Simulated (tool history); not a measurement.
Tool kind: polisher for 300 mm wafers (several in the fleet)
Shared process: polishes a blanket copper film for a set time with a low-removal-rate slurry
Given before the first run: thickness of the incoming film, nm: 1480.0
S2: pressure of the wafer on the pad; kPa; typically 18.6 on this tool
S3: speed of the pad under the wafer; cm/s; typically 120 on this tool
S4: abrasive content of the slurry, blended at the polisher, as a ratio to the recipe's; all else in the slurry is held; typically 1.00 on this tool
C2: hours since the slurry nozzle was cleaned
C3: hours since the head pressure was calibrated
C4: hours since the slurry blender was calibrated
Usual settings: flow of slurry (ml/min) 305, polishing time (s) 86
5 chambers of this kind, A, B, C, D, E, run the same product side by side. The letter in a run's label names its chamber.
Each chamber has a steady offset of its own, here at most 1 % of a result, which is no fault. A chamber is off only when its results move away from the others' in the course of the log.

{"hour": 1.1, "done": "chamber E: worn pad replaced by a new one"}
{"hour": 6.3, "done": "chamber B: head pressure recalibrated"}
{"run": "1B", "hour": 6.3, "flow of slurry (ml/min)": 305, "S2": 18.6, "S3": 120, "S4": 1.0, "polishing time (s)": 86, "wafers polished on this pad": 618, "C2": 438.3, "C3": 0.1, "C4": 65.3, "film removed (angstrom)": 2643.8}
{"hour": 10.8, "done": "chamber A: worn pad replaced by a new one"}
{"run": "2E", "hour": 14.0, "flow of slurry (ml/min)": 305, "S2": 18.6, "S3": 120, "S4": 1.0, "polishing time (s)": 86, "wafers polished on this pad": 129, "C2": 492.2, "C3": 915.1, "C4": 213.8, "film removed (angstrom)": 2609.7}
{"hour": 17.7, "done": "chamber C: worn pad replaced by a new one"}
{"run": "3A", "hour": 17.8, "flow of slurry (ml/min)": 305, "S2": 18.6, "S3": 120, "S4": 1.0, "polishing time (s)": 86, "wafers polished on this pad": 70, "C2": 540.8, "C3": 1121.1, "C4": 363.0, "film removed (angstrom)": 2655.3}
{"run": "4D", "hour": 22.2, "flow of slurry (ml/min)": 305, "S2": 18.6, "S3": 120, "S4": 1.0, "polishing time (s)": 86, "wafers polished on this pad": 699, "C2": 255.7, "C3": 277.6, "C4": 232.6, "film removed (angstrom)": 2644.2}
{"hour": 22.5, "done": "chamber E: slurry nozzle cleaned"}
{"hour": 25.3, "done": "chamber A: head pressure recalibrated"}
{"run": "5C", "hour": 28.2, "flow of slurry (ml/min)": 305, "S2": 18.6, "S3": 120, "S4": 1.0, "polishing time (s)": 86, "wafers polished on this pad": 106, "C2": 474.6, "C3": 188.8, "C4": 120.6, "film removed (angstrom)": 2687.2}
{"hour": 28.4, "done": "chamber A: slurry nozzle cleaned"}
{"run": "6B", "hour": 31.9, "flow of slurry (ml/min)": 305, "S2": 18.6, "S3": 120, "S4": 1.0, "polishing time (s)": 86, "wafers polished on this pad": 875, "C2": 463.9, "C3": 25.7, "C4": 90.9, "film removed (angstrom)": 2596.6}
{"hour": 32.1, "done": "chamber A: slurry blender recalibrated"}
{"hour": 34.7, "done": "chamber B: worn pad replaced by a new one"}
{"run": "7D", "hour": 37.0, "flow of slurry (ml/min)": 305, "S2": 18.6, "S3": 120, "S4": 1.0, "polishing time (s)": 86, "wafers polished on this pad": 848, "C2": 270.5, "C3": 292.4, "C4": 247.4, "film removed (angstrom)": 2635.9}
{"hour": 40.9, "done": "chamber B: slurry nozzle cleaned"}
{"run": "8C", "hour": 41.3, "flow of slurry (ml/min)": 305, "S2": 18.6, "S3": 120, "S4": 1.0, "polishing time (s)": 86, "wafers polished on this pad": 238, "C2": 487.7, "C3": 201.9, "C4": 133.7, "film removed (angstrom)": 2656.4}
{"run": "9A", "hour": 47.7, "flow of slurry (ml/min)": 305, "S2": 18.6, "S3": 120, "S4": 1.3, "polishing time (s)": 86, "wafers polished on this pad": 371, "C2": 19.4, "C3": 22.5, "C4": 15.7, "film removed (angstrom)": 2800.8}
{"run": "10E", "hour": 52.7, "flow of slurry (ml/min)": 305, "S2": 18.6, "S3": 120, "S4": 1.3, "polishing time (s)": 86, "wafers polished on this pad": 519, "C2": 30.2, "C3": 953.8, "C4": 252.5, "film removed (angstrom)": 2850.4}
{"hour": 56.4, "done": "chamber D: worn pad replaced by a new one"}
{"run": "11C", "hour": 59.4, "flow of slurry (ml/min)": 305, "S2": 18.6, "S3": 120, "S4": 1.3, "polishing time (s)": 86, "wafers polished on this pad": 420, "C2": 505.8, "C3": 220.0, "C4": 151.8, "film removed (angstrom)": 2838.4}
{"run": "12B", "hour": 64.7, "flow of slurry (ml/min)": 305, "S2": 18.6, "S3": 120, "S4": 1.3, "polishing time (s)": 86, "wafers polished on this pad": 302, "C2": 23.8, "C3": 58.5, "C4": 123.7, "film removed (angstrom)": 2768.4}
{"run": "13E", "hour": 72.6, "flow of slurry (ml/min)": 305, "S2": 18.6, "S3": 120, "S4": 1.3, "polishing time (s)": 86, "wafers polished on this pad": 719, "C2": 50.1, "C3": 973.7, "C4": 272.4, "film removed (angstrom)": 2780.9}
{"run": "14A", "hour": 76.6, "flow of slurry (ml/min)": 305, "S2": 18.6, "S3": 150, "S4": 1.15, "polishing time (s)": 86, "wafers polished on this pad": 662, "C2": 48.3, "C3": 51.4, "C4": 44.6, "film removed (angstrom)": 3408.7}
{"hour": 80.3, "done": "chamber A: worn pad replaced by a new one"}
{"run": "15D", "hour": 81.8, "flow of slurry (ml/min)": 305, "S2": 18.6, "S3": 150, "S4": 1.15, "polishing time (s)": 86, "wafers polished on this pad": 256, "C2": 315.3, "C3": 337.2, "C4": 292.2, "film removed (angstrom)": 3345.8}
{"hour": 83.6, "done": "chamber E: worn pad replaced by a new one"}
{"hour": 86.7, "done": "chamber C: worn pad replaced by a new one"}
{"run": "16D", "hour": 87.4, "flow of slurry (ml/min)": 305, "S2": 18.6, "S3": 150, "S4": 1.15, "polishing time (s)": 86, "wafers polished on this pad": 312, "C2": 320.9, "C3": 342.8, "C4": 297.8, "film removed (angstrom)": 3336.7}
{"run": "17A", "hour": 90.8, "flow of slurry (ml/min)": 305, "S2": 18.6, "S3": 150, "S4": 1.15, "polishing time (s)": 86, "wafers polished on this pad": 106, "C2": 62.5, "C3": 65.6, "C4": 58.8, "film removed (angstrom)": 3447.1}
{"hour": 94.8, "done": "chamber C: slurry blender recalibrated"}
{"run": "18C", "hour": 95.0, "flow of slurry (ml/min)": 305, "S2": 18.6, "S3": 150, "S4": 1.15, "polishing time (s)": 86, "wafers polished on this pad": 84, "C2": 541.4, "C3": 255.6, "C4": 0.3, "film removed (angstrom)": 3374.2}
{"hour": 98.1, "done": "chamber B: slurry blender recalibrated"}
{"run": "19E", "hour": 99.7, "flow of slurry (ml/min)": 305, "S2": 18.6, "S3": 120, "S4": 1.0, "polishing time (s)": 86, "wafers polished on this pad": 162, "C2": 77.2, "C3": 1000.8, "C4": 299.5, "film removed (angstrom)": 2606.9}
{"run": "20B", "hour": 103.1, "flow of slurry (ml/min)": 305, "S2": 18.6, "S3": 120, "S4": 1.0, "polishing time (s)": 86, "wafers polished on this pad": 688, "C2": 62.2, "C3": 96.9, "C4": 5.1, "film removed (angstrom)": 2616.8}
{"run": "21A", "hour": 110.6, "flow of slurry (ml/min)": 305, "S2": 18.6, "S3": 120, "S4": 1.0, "polishing time (s)": 86, "wafers polished on this pad": 305, "C2": 82.3, "C3": 85.4, "C4": 78.6, "film removed (angstrom)": 2680.3}
{"run": "22C", "hour": 115.5, "flow of slurry (ml/min)": 305, "S2": 18.6, "S3": 120, "S4": 1.0, "polishing time (s)": 86, "wafers polished on this pad": 290, "C2": 561.9, "C3": 276.1, "C4": 20.8, "film removed (angstrom)": 2655.4}
{"run": "23D", "hour": 121.9, "flow of slurry (ml/min)": 305, "S2": 18.6, "S3": 120, "S4": 1.0, "polishing time (s)": 86, "wafers polished on this pad": 659, "C2": 355.4, "C3": 377.3, "C4": 332.3, "film removed (angstrom)": 2511.8}
{"run": "24E", "hour": 129.1, "flow of slurry (ml/min)": 305, "S2": 18.6, "S3": 120, "S4": 1.0, "polishing time (s)": 86, "wafers polished on this pad": 457, "C2": 106.6, "C3": 1030.2, "C4": 328.9, "film removed (angstrom)": 2608.4}
{"hour": 132.2, "done": "chamber B: worn pad replaced by a new one"}
{"run": "25B", "hour": 134.9, "flow of slurry (ml/min)": 305, "S2": 18.6, "S3": 120, "S4": 1.0, "polishing time (s)": 86, "wafers polished on this pad": 27, "C2": 94.0, "C3": 128.7, "C4": 36.9, "film removed (angstrom)": 2618.8}
{"run": "26C", "hour": 139.5, "flow of slurry (ml/min)": 305, "S2": 18.6, "S3": 120, "S4": 1.0, "polishing time (s)": 86, "wafers polished on this pad": 531, "C2": 585.9, "C3": 300.1, "C4": 44.8, "film removed (angstrom)": 2626.0}
{"hour": 142.7, "done": "chamber A: worn pad replaced by a new one"}
{"run": "27D", "hour": 145.9, "flow of slurry (ml/min)": 305, "S2": 18.6, "S3": 120, "S4": 1.0, "polishing time (s)": 86, "wafers polished on this pad": 900, "C2": 379.4, "C3": 401.3, "C4": 356.3, "film removed (angstrom)": 2484.4}
{"hour": 152.8, "done": "chamber E: slurry blender recalibrated"}
{"run": "28A", "hour": 153.6, "flow of slurry (ml/min)": 305, "S2": 18.6, "S3": 120, "S4": 1.0, "polishing time (s)": 86, "wafers polished on this pad": 110, "C2": 125.3, "C3": 128.4, "C4": 121.6, "film removed (angstrom)": 2645.6}
{"run": "29E", "hour": 159.7, "flow of slurry (ml/min)": 305, "S2": 18.6, "S3": 120, "S4": 1.0, "polishing time (s)": 86, "wafers polished on this pad": 765, "C2": 137.2, "C3": 1060.8, "C4": 7.0, "film removed (angstrom)": 2676.6}
{"run": "30B", "hour": 165.5, "flow of slurry (ml/min)": 305, "S2": 18.6, "S3": 120, "S4": 1.0, "polishing time (s)": 86, "wafers polished on this pad": 335, "C2": 124.6, "C3": 159.3, "C4": 67.5, "film removed (angstrom)": 2640.9}
{"run": "31A", "hour": 170.4, "flow of slurry (ml/min)": 230, "S2": 18.6, "S3": 120, "S4": 1.0, "polishing time (s)": 86, "wafers polished on this pad": 279, "C2": 142.1, "C3": 145.2, "C4": 138.4, "film removed (angstrom)": 2539.6}

Is one chamber out of step, is the gauge drifting, or do the chambers differ by no more than their own small offsets? For an off chamber, give its letter and the likeliest cause.

Little by little, chamber D moves away from the other chambers.
Most likely cause: abrasive missing from the slurry, % = 36.6.
From this log alone, it may not be told apart from: head's pressure below its setpoint, %.

Which of the 4 candidates below, each the usual settings with something changed and its results left as question marks, puts chamber D back in line with what the other chambers give on the usual settings?
To be in line, a result may differ from the other chambers' mean on the usual settings by at most: film removed (angstrom) 100.0
{"run": "32D-1", "hour": 176.1, "flow of slurry (ml/min)": 310, "S2": 18.6, "S3": 120, "S4": 1.0, "polishing time (s)": 105, "film removed (angstrom)": "?"}
{"run": "32D-2", "hour": 176.1, "flow of slurry (ml/min)": 305, "S2": 17.9, "S3": 116, "S4": 1.0, "polishing time (s)": 83, "film removed (angstrom)": "?"}
{"run": "32D-3", "hour": 176.1, "flow of slurry (ml/min)": 300, "S2": 18.6, "S3": 120, "S4": 1.0, "polishing time (s)": 70, "film removed (angstrom)": "?"}
{"run": "32D-4", "hour": 176.1, "flow of slurry (ml/min)": 305, "S2": 19.3, "S3": 124, "S4": 1.0, "polishing time (s)": 89, "film removed (angstrom)": "?"}

Average result of the remaining chambers running the usual settings: film removed (angstrom) 2643.5
run=32D-1 film_removed_(angstrom)=2937.6
run=32D-2 film_removed_(angstrom)=2157.3
run=32D-3 film_removed_(angstrom)=1952.7
run=32D-4 film_removed_(angstrom)=2665.8
Change 32D-4 lands the chamber within the allowed miss of the other chambers.
